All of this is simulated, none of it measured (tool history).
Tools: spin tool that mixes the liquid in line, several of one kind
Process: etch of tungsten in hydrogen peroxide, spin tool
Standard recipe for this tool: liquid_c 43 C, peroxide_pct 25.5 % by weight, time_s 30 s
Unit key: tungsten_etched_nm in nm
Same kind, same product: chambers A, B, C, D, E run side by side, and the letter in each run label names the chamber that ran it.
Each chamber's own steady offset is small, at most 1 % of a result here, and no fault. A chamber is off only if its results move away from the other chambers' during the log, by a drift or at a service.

run,hour,liquid_c,peroxide_pct,time_s,hours since the thermometer was replaced,hours since the peroxide flow meter was replaced,hours since the heated supply line was repaired,hours since the drum of peroxide was connected,"read-back film thickness of the tungsten reference wafer, read on the same gauge (nm)",tungsten_etched_nm
1A,11.2,43,25.5,30,692.2,134.7,2279.1,852.1,120.02,40.155
2D,22.4,43,25.5,30,366.5,1360.7,870.8,324.2,120,40.639
# hour 34.2: chamber E: peroxide flow meter replaced
3C,36.5,43,25.5,30,840.2,1347.1,3251.2,633.5,120,40.294
4B,44.3,43,25.5,30,553.3,1482.5,906.7,460,120.02,40.47
5E,59.9,43,25.5,30,205.4,25.8,239.6,395.5,120.03,40.944
6D,68.1,43,19,15,412.2,1406.4,916.5,369.9,119.98,17.434
7E,75.5,43,19,15,221,41.4,255.2,411.1,119.99,17.612
8C,90.9,43,19,15,894.6,1401.5,3305.6,687.9,120,17.388
# hour 98.5: chamber B: new drum of peroxide connected
# hour 101.4: chamber C: heated supply line repaired
9B,103.9,43,19,15,612.9,1542.1,966.3,5.4,119.99,17.476
10A,114.9,43,19,15,795.9,238.4,2382.8,955.8,119.98,17.464
11C,123.2,43,25.5,30,926.9,1433.8,21.9,720.2,119.99,40.531
12D,137,43,25.5,30,481.1,1475.3,985.4,438.8,120.01,40.334
# hour 143.7: chamber C: thermometer replaced
13A,153,47,20,30,834,276.5,2420.9,993.9,120.01,46.133
14E,166.1,47,20,30,311.6,132,345.8,501.7,120.04,46.116
15B,178.8,47,20,30,687.8,1617,1041.2,80.3,119.99,46.059
16D,195.6,47,20,30,539.7,1533.9,1044,497.4,120.01,45.787
17C,207.7,47,20,30,64.1,1518.3,106.4,804.7,120.03,45.891
18A,221.3,43,25.5,30,902.3,344.8,2489.2,1062.2,120.01,40.085
19E,230.9,43,25.5,30,376.4,196.8,410.6,566.5,120.01,40.94
20B,245.5,43,25.5,30,754.5,1683.7,1107.9,147,119.99,40.387
21C,254.5,43,25.5,30,110.9,1565.1,153.2,851.5,120,40.185
# hour 266.5: chamber C: new drum of peroxide connected
22A,269,43,25.5,30,950,392.5,2536.9,1109.9,120.02,40.269
23D,278.5,43,25.5,30,622.6,1616.8,1126.9,580.3,119.96,40.351
24B,291,43,25.5,30,800,1729.2,1153.4,192.5,120.01,40.453
25E,298.4,43,25.5,30,443.9,264.3,478.1,634,120.01,40.487
26E,310.9,43,25.5,30,456.4,276.8,490.6,646.5,119.98,40.604
27D,327.6,43,25.5,30,671.7,1665.9,1176,629.4,119.98,39.91
28C,336.7,43,25.5,20,193.1,1647.3,235.4,70.2,119.98,26.892
29A,345.2,43,25.5,20,1026.2,468.7,2613.1,1186.1,119.99,26.77
# hour 354.4: chamber A: new drum of peroxide connected
30B,360,43,25.5,20,869,1798.2,1222.4,261.5,119.97,26.945
31B,369.4,43,25.5,20,878.4,1807.6,1231.8,270.9,119.98,26.832
32C,379.2,43,25.5,20,235.6,1689.8,277.9,112.7,119.98,26.816
33D,393.9,43,25.5,30,738,1732.2,1242.3,695.7,119.97,39.739
34E,406.1,43,25.5,30,551.6,372,585.8,741.7,119.99,40.742
35A,415.2,43,25.5,30,1096.2,538.7,2683.1,60.8,120.06,40.225
36A,430.1,43,25.5,30,1111.1,553.6,2698,75.7,120.02,40.252
# hour 438.5: chamber D: new drum of peroxide connected
37C,446.5,43,25.5,30,302.9,1757.1,345.2,180,120.03,40.255
38D,458.4,43,25.5,30,802.5,1796.7,1306.8,19.9,119.99,39.677
39E,474.2,43,25.5,30,619.7,440.1,653.9,809.8,120,40.623
40B,481.7,43,25.5,30,990.7,1919.9,1344.1,383.2,120.03,40.542
41D,497.5,43,25.5,30,841.6,1835.8,1345.9,59,120.03,39.619
42E,505.2,43,25.5,30,650.7,471.1,684.9,840.8,119.98,40.834

Is one chamber off against the others, does the gauge drift, or is nothing wrong? If a chamber is off, say which, and what the likeliest cause is.

Little by little, chamber D moves away from the other chambers.
What lies behind it: liquid colder than its thermometer reads (K) = 0.304.
The log may not tell that from: peroxide flow below the setpoint (%); temperature lost on the way to the wafer (K).

Which of the 4 candidates below, each the usual settings with something changed and its results left as question marks, puts chamber D back in line with what the other chambers give on the usual settings?
To be in line, a result may differ from the other chambers' mean on the usual settings by at most: tungsten_etched_nm 0.43 nm
43D-1,517.1,43,27.5,30,,,,,,?
43D-2,517.1,43,24.5,30,,,,,,?
43D-3,517.1,43,23.5,30,,,,,,?
43D-4,517.1,43,26.5,30,,,,,,?

What the other chambers average on the usual settings: tungsten_etched_nm 40.41 nm
run,tungsten_etched_nm
43D-1,41.09
43D-2,38.751
43D-3,37.939
43D-4,40.325
43D-4 puts the chamber back in line with the other chambers.
